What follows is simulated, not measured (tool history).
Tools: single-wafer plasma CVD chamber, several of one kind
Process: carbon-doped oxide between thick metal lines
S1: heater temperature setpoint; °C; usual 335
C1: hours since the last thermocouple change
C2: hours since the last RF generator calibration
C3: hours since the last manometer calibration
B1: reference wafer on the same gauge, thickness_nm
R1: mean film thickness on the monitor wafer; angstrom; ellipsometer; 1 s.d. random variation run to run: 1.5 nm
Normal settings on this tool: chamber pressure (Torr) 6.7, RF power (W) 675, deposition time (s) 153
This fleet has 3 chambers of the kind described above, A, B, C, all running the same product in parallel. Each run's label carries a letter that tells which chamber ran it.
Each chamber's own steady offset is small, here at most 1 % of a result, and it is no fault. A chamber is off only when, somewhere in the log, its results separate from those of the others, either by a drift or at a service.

{"day": 0.321, "done": "chamber C: RF generator calibrated"}
{"run": "1A", "day": 0.604, "S1": 335, "chamber pressure (Torr)": 6.7, "RF power (W)": 675, "deposition time (s)": 153, "C1": 2180.9, "C2": 303.1, "C3": 399.9, "B1": 1084.9, "R1": 9953.8}
{"run": "2C", "day": 1.15, "S1": 335, "chamber pressure (Torr)": 6.7, "RF power (W)": 675, "deposition time (s)": 153, "C1": 900.1, "C2": 20, "C3": 782.6, "B1": 1084.6, "R1": 10047}
{"run": "3B", "day": 1.546, "S1": 335, "chamber pressure (Torr)": 6.7, "RF power (W)": 675, "deposition time (s)": 153, "C1": 1174.6, "C2": 671.1, "C3": 802.3, "B1": 1084.2, "R1": 10010}
{"run": "4A", "day": 1.962, "S1": 335, "chamber pressure (Torr)": 6.7, "RF power (W)": 675, "deposition time (s)": 153, "C1": 2213.5, "C2": 335.7, "C3": 432.5, "B1": 1084.4, "R1": 9933.2}
{"run": "5B", "day": 2.454, "S1": 335, "chamber pressure (Torr)": 6.7, "RF power (W)": 675, "deposition time (s)": 153, "C1": 1196.4, "C2": 692.9, "C3": 824.1, "B1": 1084, "R1": 10018}
{"run": "6C", "day": 3.088, "S1": 335, "chamber pressure (Torr)": 5.67, "RF power (W)": 675, "deposition time (s)": 153, "C1": 946.6, "C2": 66.5, "C3": 829.1, "B1": 1083.7, "R1": 9862.3}
{"run": "7C", "day": 3.479, "S1": 335, "chamber pressure (Torr)": 5.67, "RF power (W)": 675, "deposition time (s)": 153, "C1": 956, "C2": 75.9, "C3": 838.5, "B1": 1083.3, "R1": 9871.4}
{"run": "8B", "day": 3.954, "S1": 335, "chamber pressure (Torr)": 5.67, "RF power (W)": 675, "deposition time (s)": 153, "C1": 1232.4, "C2": 728.9, "C3": 860.1, "B1": 1083, "R1": 9793.2}
{"run": "9A", "day": 4.267, "S1": 335, "chamber pressure (Torr)": 6.7, "RF power (W)": 770, "deposition time (s)": 174, "C1": 2268.8, "C2": 391, "C3": 487.8, "B1": 1083.2, "R1": 12172}
{"day": 4.517, "done": "chamber A: thermocouple changed; heater temperature recalibrated"}
{"run": "10B", "day": 4.746, "S1": 335, "chamber pressure (Torr)": 6.7, "RF power (W)": 770, "deposition time (s)": 174, "C1": 1251.4, "C2": 747.9, "C3": 879.1, "B1": 1083.1, "R1": 12282}
{"run": "11C", "day": 5.142, "S1": 335, "chamber pressure (Torr)": 6.7, "RF power (W)": 770, "deposition time (s)": 174, "C1": 995.9, "C2": 115.8, "C3": 878.4, "B1": 1082.9, "R1": 12339}
{"run": "12A", "day": 5.7, "S1": 335, "chamber pressure (Torr)": 6.7, "RF power (W)": 675, "deposition time (s)": 153, "C1": 28.4, "C2": 425.4, "C3": 522.2, "B1": 1082.4, "R1": 9965.3}
{"run": "13A", "day": 6.129, "S1": 335, "chamber pressure (Torr)": 6.7, "RF power (W)": 675, "deposition time (s)": 153, "C1": 38.7, "C2": 435.7, "C3": 532.5, "B1": 1082.4, "R1": 9918.7}
{"run": "14B", "day": 6.6, "S1": 350, "chamber pressure (Torr)": 6.7, "RF power (W)": 760, "deposition time (s)": 153, "C1": 1295.9, "C2": 792.4, "C3": 923.6, "B1": 1082.2, "R1": 10303}
{"run": "15C", "day": 7.125, "S1": 350, "chamber pressure (Torr)": 6.7, "RF power (W)": 760, "deposition time (s)": 153, "C1": 1043.5, "C2": 163.4, "C3": 926, "B1": 1081.8, "R1": 10333}
{"run": "16A", "day": 7.5, "S1": 350, "chamber pressure (Torr)": 6.7, "RF power (W)": 760, "deposition time (s)": 153, "C1": 71.6, "C2": 468.6, "C3": 565.4, "B1": 1081.8, "R1": 10200}
{"run": "17B", "day": 8.017, "S1": 323, "chamber pressure (Torr)": 6.7, "RF power (W)": 805, "deposition time (s)": 153, "C1": 1329.9, "C2": 826.4, "C3": 957.6, "B1": 1081.1, "R1": 11502}
{"run": "18C", "day": 8.592, "S1": 323, "chamber pressure (Torr)": 6.7, "RF power (W)": 805, "deposition time (s)": 153, "C1": 1078.7, "C2": 198.6, "C3": 961.2, "B1": 1081.4, "R1": 11539}
{"run": "19A", "day": 9.038, "S1": 323, "chamber pressure (Torr)": 6.7, "RF power (W)": 805, "deposition time (s)": 153, "C1": 108.5, "C2": 505.5, "C3": 602.3, "B1": 1081.1, "R1": 11432}
{"run": "20B", "day": 9.521, "S1": 335, "chamber pressure (Torr)": 6.7, "RF power (W)": 675, "deposition time (s)": 153, "C1": 1366, "C2": 862.5, "C3": 993.7, "B1": 1081.1, "R1": 9994.7}
{"run": "21C", "day": 9.842, "S1": 335, "chamber pressure (Torr)": 6.7, "RF power (W)": 675, "deposition time (s)": 153, "C1": 1108.7, "C2": 228.6, "C3": 991.2, "B1": 1080.7, "R1": 10014}
{"run": "22B", "day": 10.329, "S1": 335, "chamber pressure (Torr)": 6.7, "RF power (W)": 675, "deposition time (s)": 153, "C1": 1385.4, "C2": 881.9, "C3": 1013.1, "B1": 1080.2, "R1": 9958.7}
{"run": "23C", "day": 10.654, "S1": 335, "chamber pressure (Torr)": 6.7, "RF power (W)": 675, "deposition time (s)": 153, "C1": 1128.2, "C2": 248.1, "C3": 1010.7, "B1": 1080.7, "R1": 10010}
{"run": "24A", "day": 11.0, "S1": 335, "chamber pressure (Torr)": 6.7, "RF power (W)": 675, "deposition time (s)": 153, "C1": 155.6, "C2": 552.6, "C3": 649.4, "B1": 1080, "R1": 9905.7}
{"day": 11.067, "done": "chamber C: capacitance manometer re-zeroed and calibrated"}
{"run": "25C", "day": 11.325, "S1": 335, "chamber pressure (Torr)": 6.7, "RF power (W)": 675, "deposition time (s)": 153, "C1": 1144.3, "C2": 264.2, "C3": 6.3, "B1": 1080.1, "R1": 9995.3}
{"run": "26B", "day": 11.708, "S1": 341, "chamber pressure (Torr)": 6.7, "RF power (W)": 675, "deposition time (s)": 153, "C1": 1418.5, "C2": 915, "C3": 1046.2, "B1": 1080.1, "R1": 9801.2}
{"run": "27A", "day": 12.033, "S1": 341, "chamber pressure (Torr)": 6.7, "RF power (W)": 675, "deposition time (s)": 153, "C1": 180.4, "C2": 577.4, "C3": 674.2, "B1": 1079.9, "R1": 9719.6}
{"run": "28C", "day": 12.317, "S1": 341, "chamber pressure (Torr)": 6.7, "RF power (W)": 675, "deposition time (s)": 153, "C1": 1168.1, "C2": 288, "C3": 30.1, "B1": 1080.1, "R1": 9805.8}
{"day": 12.425, "done": "chamber B: thermocouple changed; heater temperature recalibrated"}
{"run": "29A", "day": 12.908, "S1": 335, "chamber pressure (Torr)": 6.7, "RF power (W)": 675, "deposition time (s)": 153, "C1": 201.4, "C2": 598.4, "C3": 695.2, "B1": 1080, "R1": 9892.8}
{"run": "30B", "day": 13.288, "S1": 335, "chamber pressure (Torr)": 6.7, "RF power (W)": 565, "deposition time (s)": 153, "C1": 20.7, "C2": 952.9, "C3": 1084.1, "B1": 1079.2, "R1": 8918.4}
{"run": "31A", "day": 13.754, "S1": 335, "chamber pressure (Torr)": 6.7, "RF power (W)": 565, "deposition time (s)": 153, "C1": 221.7, "C2": 618.7, "C3": 715.5, "B1": 1079.2, "R1": 8884.6}
{"run": "32C", "day": 14.346, "S1": 335, "chamber pressure (Torr)": 6.7, "RF power (W)": 565, "deposition time (s)": 153, "C1": 1216.8, "C2": 336.7, "C3": 78.8, "B1": 1078.7, "R1": 8962.6}
{"run": "33B", "day": 14.654, "S1": 335, "chamber pressure (Torr)": 6.7, "RF power (W)": 675, "deposition time (s)": 153, "C1": 53.5, "C2": 985.7, "C3": 1116.9, "B1": 1078.7, "R1": 9966.2}
{"run": "34A", "day": 15.238, "S1": 335, "chamber pressure (Torr)": 6.7, "RF power (W)": 675, "deposition time (s)": 153, "C1": 257.3, "C2": 654.3, "C3": 751.1, "B1": 1078.9, "R1": 9898.7}
{"run": "35B", "day": 15.796, "S1": 335, "chamber pressure (Torr)": 6.7, "RF power (W)": 675, "deposition time (s)": 153, "C1": 80.9, "C2": 1013.1, "C3": 1144.3, "B1": 1078.2, "R1": 9929.6}

All 3 chambers run these settings next. Forecast each chamber's results:
{"run": "36A", "day": 16.258, "S1": 335, "chamber pressure (Torr)": 6.7, "RF power (W)": 675, "deposition time (s)": 153, "R1": "?"}
{"run": "36B", "day": 16.258, "S1": 335, "chamber pressure (Torr)": 6.7, "RF power (W)": 675, "deposition time (s)": 153, "R1": "?"}
{"run": "36C", "day": 16.258, "S1": 335, "chamber pressure (Torr)": 6.7, "RF power (W)": 675, "deposition time (s)": 153, "R1": "?"}

run=36A R1=9890.6
run=36B R1=9970.6
run=36C R1=9978.3
